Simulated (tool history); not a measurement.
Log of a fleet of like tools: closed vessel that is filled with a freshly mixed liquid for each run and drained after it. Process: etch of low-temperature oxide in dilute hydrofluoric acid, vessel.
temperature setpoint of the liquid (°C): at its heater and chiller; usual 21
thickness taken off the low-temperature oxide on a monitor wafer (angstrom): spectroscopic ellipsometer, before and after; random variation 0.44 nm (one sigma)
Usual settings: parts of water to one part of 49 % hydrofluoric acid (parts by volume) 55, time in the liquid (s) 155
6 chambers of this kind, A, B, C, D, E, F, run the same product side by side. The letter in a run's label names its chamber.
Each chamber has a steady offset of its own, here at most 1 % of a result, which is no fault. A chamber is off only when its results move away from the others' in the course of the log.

run	day	temperature setpoint of the liquid (°C)	parts of water to one part of 49 % hydrofluoric acid (parts by volume)	time in the liquid (s)	read-back film thickness of the low-temperature oxide reference wafer, read on the same gauge (nm)	thickness taken off the low-temperature oxide on a monitor wafer (angstrom)
1C	0.246	21	55	155	30.000	586.13
2E	0.554	21	55	155	29.961	586.12
3B	1.000	21	55	155	29.991	580.39
4F	1.396	21	55	155	30.006	586.99
5D	1.700	21	55	155	30.004	588.00
6A	1.983	21	55	155	29.995	597.40
7A	2.454	21	55	155	30.008	600.46
8C	2.725	21	55	155	29.982	579.06
9B	3.208	21	55	155	29.988	597.16
10F	3.525	21	55	155	29.981	583.48
# day 3.983: chamber A: thermometer replaced
11D	4.021	19	55	70	29.985	250.47
12E	4.317	19	55	70	29.997	242.04
# day 4.350: chamber B: thermometer replaced
13E	4.558	19	55	70	30.003	242.92
14D	4.846	19	55	70	29.986	246.32
15A	5.092	19	55	70	29.983	243.79
16C	5.412	19	55	70	30.006	243.17
# day 5.458: chamber C: hydrofluoric acid flow meter replaced
17B	5.862	21	55	155	30.012	586.84
18F	6.279	21	55	155	30.011	580.76
19E	6.750	21	55	155	30.010	585.07
20D	7.233	21	55	155	30.000	610.87
21B	7.588	21	55	155	30.024	586.90
22A	7.879	21	55	155	30.018	597.94
23C	8.354	21	55	155	29.971	584.17
24F	8.750	21	55	250	30.017	945.54
25E	9.221	21	55	250	30.035	945.43
26F	9.442	21	55	250	30.013	945.74
27C	9.767	21	55	250	29.996	949.03
28D	10.138	21	55	250	29.993	984.42
29A	10.608	21	55	250	30.006	971.11
30B	10.917	21	55	155	29.984	592.48
31B	11.171	21	55	155	30.004	590.89
32F	11.667	21	35	155	29.983	947.16
# day 11.946: chamber A: hydrofluoric acid flow meter replaced
33D	12.104	21	35	155	30.019	992.56
34E	12.404	21	35	155	30.005	934.63
35A	12.904	21	35	155	30.009	971.87
# day 12.992: chamber E: thermometer replaced
36C	13.304	21	35	155	30.007	953.80
37B	13.788	21	35	155	29.987	946.43
# day 14.054: chamber E: hydrofluoric acid flow meter replaced
38E	14.246	21	55	155	29.986	581.90

Next, every chamber runs the same settings. What will each give?
39A	14.604	21	55	155		?
39B	14.604	21	55	155		?
39C	14.604	21	55	155		?
39D	14.604	21	55	155		?
39E	14.604	21	55	155		?
39F	14.604	21	55	155		?

run	thickness taken off the low-temperature oxide on a monitor wafer (angstrom)
39A	597.97
39B	581.47
39C	593.40
39D	629.37
39E	590.39
39F	583.52

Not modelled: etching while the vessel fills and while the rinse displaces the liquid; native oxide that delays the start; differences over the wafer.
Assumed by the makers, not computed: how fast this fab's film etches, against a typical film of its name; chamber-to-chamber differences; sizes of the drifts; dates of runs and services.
